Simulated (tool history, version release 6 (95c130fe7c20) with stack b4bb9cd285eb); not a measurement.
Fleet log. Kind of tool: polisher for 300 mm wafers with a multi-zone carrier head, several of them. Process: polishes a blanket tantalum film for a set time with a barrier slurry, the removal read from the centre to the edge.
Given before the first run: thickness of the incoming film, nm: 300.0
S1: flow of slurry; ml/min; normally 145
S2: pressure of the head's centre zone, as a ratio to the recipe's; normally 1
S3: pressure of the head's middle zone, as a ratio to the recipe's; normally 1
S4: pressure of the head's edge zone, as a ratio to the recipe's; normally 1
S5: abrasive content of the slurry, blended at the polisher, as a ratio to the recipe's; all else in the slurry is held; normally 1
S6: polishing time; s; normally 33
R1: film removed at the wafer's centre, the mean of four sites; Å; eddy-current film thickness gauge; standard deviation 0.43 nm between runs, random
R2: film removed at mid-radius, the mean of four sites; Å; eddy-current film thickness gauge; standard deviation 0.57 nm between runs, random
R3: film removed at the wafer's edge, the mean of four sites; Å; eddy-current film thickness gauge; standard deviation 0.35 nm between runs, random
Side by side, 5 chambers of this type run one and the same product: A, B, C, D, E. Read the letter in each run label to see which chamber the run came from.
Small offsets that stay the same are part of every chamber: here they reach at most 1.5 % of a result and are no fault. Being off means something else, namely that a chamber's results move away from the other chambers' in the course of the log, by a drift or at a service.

run   hour   S1    S2    S3  S4    S5  S6      R1      R2      R3
       0.7  -- chamber E: worn pad replaced by a new one
 1E    3.9  145     1     1   1     1  33  472.18  470.34  473.29
 2C    9.8  145     1     1   1     1  33  469.22  486.94  475.72
 3A   14.8  145     1     1   1     1  33  483.24   476.9  468.23
      17.8  -- chamber C: worn pad replaced by a new one
 4D   19.9  145     1     1   1     1  33  456.09  477.59  479.85
 5B   25.5  145     1     1   1     1  33  473.34   482.6   471.5
 6E   28.1  145     1     1   1     1  33  469.52   471.2  467.36
 7D   31.7  145     1     1   1     1  33  463.19  472.27  477.38
 8C     35  145     1     1   1     1  33  475.33  478.63  478.72
      38.4  -- chamber B: centre zone pressure recalibrated
 9B   40.5  145     1     1   1     1  33  477.08  484.53  469.34
10A   44.5  145     1     1   1     1  33  472.04  477.41  468.29
11E   49.2  145     1     1   1     1  33   464.4   470.7  471.53
12C   52.6  145     1     1   1     1  33  471.46  482.72  465.97
13B   56.8  145     1     1   1     1  33  479.06  477.81  470.07
14D   60.9  145     1  1.09   1   0.8  33   435.3  479.09  442.63
      61.6  -- chamber E: slurry nozzle cleaned
15A   64.5  145     1  1.09   1   0.8  33  441.72  470.27  439.09
16B   67.8  145     1  1.09   1   0.8  33  441.75  492.49  438.65
      71.5  -- chamber D: worn pad replaced by a new one
17C   72.1  145     1  1.09   1   0.8  33  440.08  492.35  437.27
18D     78  145     1  1.09   1   0.8  33  432.82  487.56  442.55
        81  -- chamber B: worn pad replaced by a new one
19A   83.8  145     1     1   1     1  33  473.99   479.1  469.38
20E   88.8  145     1  0.91   1     1  33   468.2  440.56  474.12
      92.2  -- chamber C: worn pad replaced by a new one
21E   94.1  145     1  0.91   1     1  33  464.63  429.46  477.21
22A   99.6  145     1  0.91   1     1  33   480.6  434.71  465.05
23C  102.5  145     1  0.91   1     1  33  471.07  432.65  479.97
24D  107.4  145     1  0.91   1     1  33   464.2  434.16  476.89
25B  112.8  145     1     1   1     1  33  477.87  474.02  467.65
26C  117.9  110  1.11     1   1     1  33  489.01  450.96  457.63
     122.4  -- chamber C: edge zone pressure recalibrated
27B  123.5  110  1.11     1   1     1  33  500.47  439.51  452.78
     124.8  -- chamber A: worn pad replaced by a new one
28D  126.2  110  1.11     1   1     1  33  486.32  446.84  459.52
     129.8  -- chamber B: slurry nozzle cleaned
29A  130.6  110  1.11     1   1     1  33  494.68  447.05  446.96
30E  133.2  110  1.11     1   1     1  33  497.03  456.18  459.22
     136.8  -- chamber E: worn pad replaced by a new one
31A  138.9  145     1     1   1     1  33  481.15  476.22   475.5
32B    142  145     1     1   1  1.15  33  494.43   498.7  487.45
33C    146  145     1     1   1  1.15  33  487.21  497.36  486.75
34D  151.8  145     1     1   1  1.15  33  487.36  483.36  491.03
35E  156.4  145     1     1   1  1.15  33  491.11   498.2  497.58
36C  159.2  145     1     1   1  1.15  33  493.55  501.83  484.03
37B    162  145     1     1   1     1  33  476.97   485.4  464.04
38D  165.9  145     1     1   1     1  33  470.74  475.61  473.47
39E  170.3  145     1     1   1     1  33  477.57  472.36  477.75
40A    175  145     1     1   1     1  33   470.5  478.02  469.85

Has any chamber moved away from the others, gradually or after a service, or does the common gauge drift, or do the chambers differ only by their own small steady offsets? State the chamber and the most likely cause if one applies.

Beyond each chamber's small constant offset nothing stands out, and the gauge stays steady.
